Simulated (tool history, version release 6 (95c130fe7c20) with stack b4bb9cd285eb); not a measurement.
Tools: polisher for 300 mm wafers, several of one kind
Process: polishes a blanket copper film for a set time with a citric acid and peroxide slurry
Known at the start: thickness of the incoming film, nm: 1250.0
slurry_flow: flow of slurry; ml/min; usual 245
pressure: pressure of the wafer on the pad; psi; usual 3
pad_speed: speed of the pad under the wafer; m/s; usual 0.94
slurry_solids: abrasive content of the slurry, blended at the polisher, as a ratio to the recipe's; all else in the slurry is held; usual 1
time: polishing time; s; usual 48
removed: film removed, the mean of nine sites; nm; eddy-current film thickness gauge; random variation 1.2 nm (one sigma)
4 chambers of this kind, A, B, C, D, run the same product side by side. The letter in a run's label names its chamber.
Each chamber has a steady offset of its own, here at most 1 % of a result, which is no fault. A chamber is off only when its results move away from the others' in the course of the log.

run,hour,slurry_flow,pressure,pad_speed,slurry_solids,time,wafers polished on this pad,hours since the slurry nozzle was cleaned,hours since the head pressure was calibrated,hours since the slurry blender was calibrated,removed
1B,6.8,245,3,0.94,1,48,1038,110.7,872,54.2,116.92
# hour 17.5: chamber B: worn pad replaced by a new one
2C,17.6,245,3,0.94,1,48,526,412.3,160.8,282.4,118.87
# hour 18.5: chamber D: worn pad replaced by a new one
3A,28.3,245,3,0.94,1,48,456,669.9,295.8,229,115.55
4D,40.4,245,3,0.94,1,48,295,106.5,668.5,52.8,117.15
5A,53.8,245,3,0.94,1,48,799,695.4,321.3,254.5,117.55
6C,63.2,245,3,0.94,1,48,1139,457.9,206.4,328,117.2
# hour 65.2: chamber C: worn pad replaced by a new one
7B,70.2,245,3,0.94,1,48,708,174.1,935.4,117.6,116.7
# hour 77.6: chamber A: worn pad replaced by a new one
8D,82.7,245,3,0.94,1,48,863,148.8,710.8,95.1,116.58
# hour 93.4: chamber D: head pressure recalibrated
9D,96.2,245,3,0.94,1,48,1044,162.3,2.8,108.6,114.37
# hour 102: chamber A: slurry blender recalibrated
10B,104.6,245,3,0.94,1,48,1170,208.5,969.8,152,117.99
# hour 105: chamber B: worn pad replaced by a new one
# hour 105.3: chamber D: worn pad replaced by a new one
# hour 108.6: chamber C: slurry nozzle cleaned
11C,111.5,245,3,0.94,1,48,622,2.9,254.7,376.3,115.83
12A,119.8,245,3,0.94,1,48,567,761.4,387.3,17.8,118.49
13C,127.3,185,3,0.94,0.8,48,835,18.7,270.5,392.1,108.78
14A,133.9,185,3,0.94,0.8,48,756,775.5,401.4,31.9,108.22
15B,140.6,185,3,0.94,0.8,48,478,244.5,1005.8,188,109.42
# hour 151.8: chamber C: worn pad replaced by a new one
16D,153.3,185,3,0.94,0.8,48,646,219.4,59.9,165.7,105.37
# hour 157: chamber A: worn pad replaced by a new one
17A,162.3,245,3,1.12,1,48,72,803.9,429.8,60.3,139.98
18C,169.1,245,3,1.12,1,48,232,60.5,312.3,433.9,139.29
# hour 175.9: chamber C: slurry blender recalibrated
19D,180.4,245,3,1.12,1,48,1010,246.5,87,192.8,137.23
# hour 181.9: chamber D: worn pad replaced by a new one
# hour 183.2: chamber B: worn pad replaced by a new one
# hour 186.4: chamber C: head pressure recalibrated
20B,195.1,245,3,1.12,1,48,159,299,1060.3,242.5,139.35
21B,207.5,245,3,0.94,1,48,326,311.4,1072.7,254.9,119.78
# hour 214.4: chamber B: head pressure recalibrated
22D,216.8,245,3,0.94,1,48,469,282.9,123.4,229.2,114.08
23A,225.3,245,3,0.94,1,48,918,866.9,492.8,123.3,117.69
# hour 226.2: chamber B: slurry nozzle cleaned
# hour 229.5: chamber C: worn pad replaced by a new one
# hour 229.7: chamber B: slurry blender recalibrated
24C,237.1,245,3,0.94,1,48,102,128.5,50.7,61.3,119.09
# hour 239.4: chamber A: worn pad replaced by a new one
25A,246.5,245,3,0.94,1.15,39,96,888.1,514,144.5,99.252
# hour 251.3: chamber A: slurry nozzle cleaned
26B,256.7,245,3,0.94,1.15,39,987,30.6,42.3,27,88.933
# hour 262.5: chamber B: worn pad replaced by a new one
# hour 269.2: chamber D: worn pad replaced by a new one
27D,269.5,245,3,0.94,1.15,39,4,335.6,176.1,281.9,96.803
28C,275.9,245,3,0.94,1.15,39,623,167.3,89.5,100.1,97.726
# hour 282.2: chamber A: head pressure recalibrated
29B,283.4,245,3,0.94,1,48,281,57.3,69,53.7,108
30D,294.8,245,3,0.94,1,48,344,360.9,201.4,307.2,114.33
31A,305.9,245,3,0.94,1,48,894,54.7,23.7,203.9,117.41
# hour 316.3: chamber A: worn pad replaced by a new one
32C,318.9,245,3,0.94,1,48,1201,210.3,132.5,143.1,118.09
# hour 320.3: chamber C: worn pad replaced by a new one
33C,326.9,245,3,0.94,1,48,89,218.3,140.5,151.1,116.61
34B,333.3,245,3,0.94,1,48,952,107.2,118.9,103.6,107.46
# hour 342.7: chamber D: worn pad replaced by a new one
35D,343.7,280,3.9,0.94,1,48,13,409.8,250.3,356.1,152.22
36A,354.2,280,3.9,0.94,1,48,509,103,72,252.2,151.6
# hour 356.6: chamber B: worn pad replaced by a new one
37A,363.6,280,3.9,0.94,1,48,636,112.4,81.4,261.6,151.73
38D,370.7,280,3.9,0.94,1,48,376,436.8,277.3,383.1,152.72
39C,383.6,245,3,0.94,1.1,54,851,275,197.2,207.8,134.39
# hour 387.4: chamber A: slurry blender recalibrated
40B,392.4,245,3,0.94,1.1,54,481,166.3,178,162.7,125.71
# hour 396.2: chamber A: worn pad replaced by a new one
41D,404.8,245,3,0.94,1.1,54,834,470.9,311.4,417.2,133.19
# hour 411.3: chamber C: worn pad replaced by a new one
42C,412.8,245,3,0.94,1.1,54,21,304.2,226.4,237,135.96
43A,425.8,245,3,0.94,1,48,398,174.6,143.6,38.5,114.6

Is one chamber off against the others, does the gauge drift, or is nothing wrong? If a chamber is off, say which, and what the likeliest cause is.

A service left chamber B off against the others.
Cause: head's pressure below its setpoint, % = 8.91.

Here are 4 candidates for chamber B's next run, each the usual settings with a change, their results left as question marks. Which one brings its results back in line with what the others give on the usual settings?
In line means no further than this from the other chambers' mean on the usual settings: removed 4 nm
44B-1,436.5,245,3,0.94,1,47,,,,,?
44B-2,436.5,245,2.8,0.94,1,48,,,,,?
44B-3,436.5,245,3.1,0.94,1,50,,,,,?
44B-4,436.5,245,3,0.94,1,49,,,,,?

The other chambers' mean on the usual settings: removed 116.51 nm
run,removed
44B-1,105.78
44B-2,101.1
44B-3,116.14
44B-4,110.28
44B-3 brings the chamber back in line.

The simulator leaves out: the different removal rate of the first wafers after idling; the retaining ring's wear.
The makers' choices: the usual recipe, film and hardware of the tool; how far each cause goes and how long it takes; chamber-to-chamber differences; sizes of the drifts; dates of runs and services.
